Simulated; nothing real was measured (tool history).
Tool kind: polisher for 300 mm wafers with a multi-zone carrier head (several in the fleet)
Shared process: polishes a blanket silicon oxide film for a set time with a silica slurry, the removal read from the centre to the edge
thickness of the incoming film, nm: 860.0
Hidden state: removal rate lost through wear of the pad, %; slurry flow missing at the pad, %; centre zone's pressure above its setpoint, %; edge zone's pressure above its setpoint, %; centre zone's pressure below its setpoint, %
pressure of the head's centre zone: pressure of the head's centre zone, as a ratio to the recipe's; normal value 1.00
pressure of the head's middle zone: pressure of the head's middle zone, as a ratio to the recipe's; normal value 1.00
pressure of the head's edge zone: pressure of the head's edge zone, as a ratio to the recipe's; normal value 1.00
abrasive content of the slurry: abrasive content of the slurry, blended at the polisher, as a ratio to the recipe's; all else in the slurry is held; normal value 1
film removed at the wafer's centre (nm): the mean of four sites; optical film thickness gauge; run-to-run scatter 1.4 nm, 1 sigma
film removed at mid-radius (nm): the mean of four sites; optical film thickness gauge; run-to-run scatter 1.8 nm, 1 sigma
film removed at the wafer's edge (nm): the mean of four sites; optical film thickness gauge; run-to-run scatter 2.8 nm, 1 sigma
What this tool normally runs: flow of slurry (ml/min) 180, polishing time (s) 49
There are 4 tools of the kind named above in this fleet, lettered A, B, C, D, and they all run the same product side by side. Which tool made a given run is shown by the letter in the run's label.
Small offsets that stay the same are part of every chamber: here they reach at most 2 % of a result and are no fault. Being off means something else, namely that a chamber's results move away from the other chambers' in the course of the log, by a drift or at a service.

run   hour  flow of slurry (ml/min)  pressure of the head's centre zone  pressure of the head's middle zone  pressure of the head's edge zone  abrasive content of the slurry  polishing time (s)  wafers polished on this pad  hours since the slurry nozzle was cleaned  hours since the centre zone pressure was calibrated  hours since the edge zone pressure was calibrated  film removed at the wafer's centre (nm)  film removed at mid-radius (nm)  film removed at the wafer's edge (nm)
       7.7  -- chamber D: edge zone pressure recalibrated
 1C    7.7                      180                                1.00                                1.00                              1.00                               1                  49                          199                                      473.4                                                937.2                                              333.7                                   194.73                           193.96                                 195.25
 2A   12.0                      180                                1.00                                1.00                              1.00                               1                  49                          522                                       16.9                                                172.6                                              281.6                                   193.07                           199.24                                 199.36
 3B   17.3                      180                                1.00                                1.00                              1.00                               1                  49                          244                                      147.6                                                 92.1                                              944.2                                   191.86                           199.25                                 194.63
 4D   24.0                      180                                1.00                                1.00                              1.00                               1                  49                          429                                      565.1                                                589.9                                               16.4                                   196.51                           195.19                                 196.23
      28.2  -- chamber D: worn pad replaced by a new one
 5C   28.8                      180                                1.00                                1.00                              1.00                               1                  49                          323                                      494.5                                                958.3                                              354.8                                   194.44                           198.15                                 191.16
 6D   33.7                      180                                1.00                                1.00                              1.00                               1                  43                           33                                      574.8                                                599.6                                               26.1                                   171.94                           169.61                                 171.26
 7B   39.9                      180                                1.00                                1.00                              1.00                               1                  43                          378                                      170.2                                                114.7                                              966.8                                   171.53                           172.69                                 171.99
 8A   45.8                      180                                1.00                                1.00                              1.00                               1                  43                          722                                       50.7                                                206.4                                              315.4                                   169.35                           172.90                                 169.42
      50.6  -- chamber A: edge zone pressure recalibrated
 9D   52.4                      180                                1.00                                1.00                              1.00                               1                  43                          143                                      593.5                                                618.3                                               44.8                                   173.78                           172.48                                 172.01
      52.5  -- chamber C: centre zone pressure recalibrated
10C   57.2                      180                                1.00                                1.00                              1.00                               1                  49                          491                                      522.9                                                  4.8                                              383.2                                   196.00                           194.92                                 193.68
11A   61.3                      180                                1.00                                1.00                              1.00                               1                  49                          813                                       66.2                                                221.9                                               10.8                                   193.03                           198.08                                 196.27
12B   68.5                      180                                1.00                                1.00                              1.00                               1                  49                          547                                      198.8                                                143.3                                              995.4                                   192.38                           198.28                                 196.87
13C   76.5                      180                                1.07                                1.00                              0.90                               1                  49                          605                                      542.2                                                 24.1                                              402.5                                   208.34                           191.98                                 184.61
14B   84.6                      180                                1.07                                1.00                              0.90                               1                  49                          642                                      214.9                                                159.4                                             1011.5                                   209.14                           199.57                                 180.39
15A   89.7                      180                                1.07                                1.00                              0.90                               1                  49                          981                                       94.6                                                250.3                                               39.2                                   208.47                           198.90                                 184.58
      91.7  -- chamber A: worn pad replaced by a new one
16D   96.4                      180                                1.07                                1.00                              0.90                               1                  49                          403                                      637.5                                                662.3                                               88.8                                   212.33                           197.78                                 188.16
17B  101.0                      180                                1.00                                1.00                              1.00                               1                  49                          738                                      231.3                                                175.8                                             1027.9                                   194.85                           199.07                                 195.14
     105.3  -- chamber D: worn pad replaced by a new one
18D  106.6                      180                                1.00                                1.00                              1.00                               1                  49                            7                                      647.7                                                672.5                                               99.0                                   197.13                           192.30                                 192.15
19A  111.9                      180                                1.00                                1.00                              1.00                               1                  49                          119                                      116.8                                                272.5                                               61.4                                   192.26                           197.39                                 196.15
     113.9  -- chamber D: centre zone pressure recalibrated
20C  119.6                      180                                1.00                                1.00                              1.00                               1                  49                          859                                      585.3                                                 67.2                                              445.6                                   195.97                           193.32                                 193.29
21A  127.5                      180                                1.00                                1.00                              1.00                               1                  49                          211                                      132.4                                                288.1                                               77.0                                   190.84                           195.99                                 194.88
     131.5  -- chamber B: worn pad replaced by a new one
     132.1  -- chamber B: edge zone pressure recalibrated
22C  135.6                      180                                1.09                                1.00                              1.05                               1                  49                          953                                      601.3                                                 83.2                                              461.6                                   214.08                           196.11                                 209.61
23B  142.9                      180                                1.09                                1.00                              1.05                               1                  49                           67                                      273.2                                                217.7                                               10.8                                   215.59                           192.89                                 203.49
24D  149.5                      180                                1.09                                1.00                              1.05                               1                  49                          261                                      690.6                                                 35.6                                              141.9                                   198.69                           193.47                                 204.43
     150.0  -- chamber C: worn pad replaced by a new one
25D  154.8                      180                                1.09                                1.00                              1.05                               1                  49                          292                                      695.9                                                 40.9                                              147.2                                   200.29                           197.28                                 205.93
26C  161.1                      180                                1.00                                1.00                              1.00                               1                  49                           66                                      626.8                                                108.7                                              487.1                                   194.64                           196.45                                 196.78
     167.3  -- chamber A: centre zone pressure recalibrated
27A  167.5                      180                                1.00                                1.00                              1.00                               1                  49                          447                                      172.4                                                  0.2                                              117.0                                   191.57                           194.00                                 195.19
28B  175.2                      180                                1.00                                1.00                              1.00                               1                  49                          258                                      305.5                                                250.0                                               43.1                                   193.19                           199.57                                 191.93
29A  180.0                      180                                1.00                                1.00                              1.00                               1                  49                          521                                      184.9                                                 12.7                                              129.5                                   192.98                           198.66                                 193.06
30B  185.5                      180                                0.91                                0.91                              1.00                               1                  49                          319                                      315.8                                                260.3                                               53.4                                   174.12                           182.56                                 197.88
31C  192.5                      180                                0.91                                0.91                              1.00                               1                  49                          251                                      658.2                                                140.1                                              518.5                                   174.68                           178.85                                 193.34

Which is it: a chamber that has drifted or been left off by a service, a gauge drift common to all chambers, or only each chamber's usual small offset? If a chamber is off, name it and its likeliest cause.

A service on chamber D put it out of line with the rest.
What lies behind it: centre zone's pressure below its setpoint, % = 7.59.

Chamber D could run next with any of the 4 candidate recipes listed below; each alters the usual settings, and their results appear as question marks. Which one brings its results back in line with what the other chambers deliver on the usual settings?
In line here means within this much of the mean the other chambers give on the usual settings: film removed at the wafer's centre (nm) 4.80; film removed at mid-radius (nm) 6.30; film removed at the wafer's edge (nm) 9.60
32D-1  198.3                      180                                0.97                                1.00                              1.01                               1                  49                                                                                                                                                                                                                        ?                                ?                                      ?
32D-2  198.3                      180                                1.03                                1.00                              0.99                               1                  49                                                                                                                                                                                                                        ?                                ?                                      ?
32D-3  198.3                      175                                0.94                                1.00                              1.03                               1                  49                                                                                                                                                                                                                        ?                                ?                                      ?
32D-4  198.3                      185                                1.06                                1.00                              0.97                               1                  49                                                                                                                                                                                                                        ?                                ?                                      ?

Average result of the remaining chambers running the usual settings: film removed at the wafer's centre (nm) 194.34; film removed at mid-radius (nm) 196.80; film removed at the wafer's edge (nm) 195.51
  run  film removed at the wafer's centre (nm)  film removed at mid-radius (nm)  film removed at the wafer's edge (nm)
32D-1                                   173.83                           194.73                                 197.56
32D-2                                   185.93                           194.68                                 195.46
32D-3                                   166.92                           193.86                                 198.98
32D-4                                   192.91                           195.50                                 193.98
The answer is 32D-4, which returns the chamber to within the allowed miss of the others.
